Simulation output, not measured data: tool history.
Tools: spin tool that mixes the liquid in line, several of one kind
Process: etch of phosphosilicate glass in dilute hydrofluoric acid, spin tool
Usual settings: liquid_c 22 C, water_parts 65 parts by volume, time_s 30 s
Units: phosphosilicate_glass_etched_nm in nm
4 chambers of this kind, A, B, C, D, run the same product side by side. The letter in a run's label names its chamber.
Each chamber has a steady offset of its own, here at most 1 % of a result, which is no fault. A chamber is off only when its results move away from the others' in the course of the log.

run    day  liquid_c  water_parts  time_s  read-back film thickness of the phosphosilicate glass reference wafer, read on the same gauge (nm)  phosphosilicate_glass_etched_nm
 1D  0.279        22           65      30                                                                                              39.952                           38.066
 2A  0.550        22           65      30                                                                                              39.998                           38.451
 3C  0.746        22           65      30                                                                                              40.015                           38.183
 4B  0.942        22           65      30                                                                                              40.005                           38.702
     1.058  -- chamber C: thermometer replaced
 5C  1.079        22           65      30                                                                                              40.007                           38.874
 6A  1.338        22           65      30                                                                                              39.994                           38.597
 7B  1.629        22           65      30                                                                                              39.976                           38.422
 8D  1.804        22           65      30                                                                                              40.019                           38.181
 9D  2.050        22           65      30                                                                                              39.974                           38.669
10C  2.233        24           50      30                                                                                              39.967                           56.523
11A  2.446        24           50      30                                                                                              39.968                           55.697
12B  2.650        24           50      30                                                                                              40.018                           55.591
13C  2.879        24           50      30                                                                                              40.027                           57.425
14B  3.150        22           65      30                                                                                              39.982                           38.684
15A  3.367        22           65      30                                                                                              40.010                           38.619
16D  3.500        22           65      30                                                                                              39.991                           38.531
17A  3.688        22           65      30                                                                                              39.992                           38.296
18D  3.925        22           65      30                                                                                              39.987                           38.499
19B  4.088        22           65      30                                                                                              39.996                           38.165
20C  4.238        22           65      15                                                                                              39.989                           20.064
21D  4.425        22           65      15                                                                                              39.965                           19.259
22B  4.608        22           65      15                                                                                              40.001                           19.209
23A  4.896        22           65      15                                                                                              39.987                           19.221
24C  5.079        22           65      30                                                                                              39.999                           40.684
25B  5.338        22           65      30                                                                                              39.989                           39.113
26D  5.596        22           65      30                                                                                              40.001                           38.318
27A  5.871        22           65      30                                                                                              40.004                           38.749
28C  6.029        22           65      30                                                                                              40.005                           41.323
29A  6.242        22           65      30                                                                                              40.008                           38.346
30C  6.479        22           65      30                                                                                              40.035                           42.307
31B  6.629        22           65      30                                                                                              40.002                           38.645
32D  6.871        22           65      30                                                                                              39.978                           37.929
33B  7.150        22           65      30                                                                                              39.985                           38.795
34C  7.358        22           65      30                                                                                              40.020                           42.306
35A  7.546        22           65      30                                                                                              40.008                           38.632

All 4 chambers run these settings next. Forecast each chamber's results:
36A  7.762        22           65      25                                                                                                                                    ?
36B  7.762        22           65      25                                                                                                                                    ?
36C  7.762        22           65      25                                                                                                                                    ?
36D  7.762        22           65      25                                                                                                                                    ?

run  phosphosilicate_glass_etched_nm
36A                           32.272
36B                           31.493
36C                           35.755
36D                           32.039
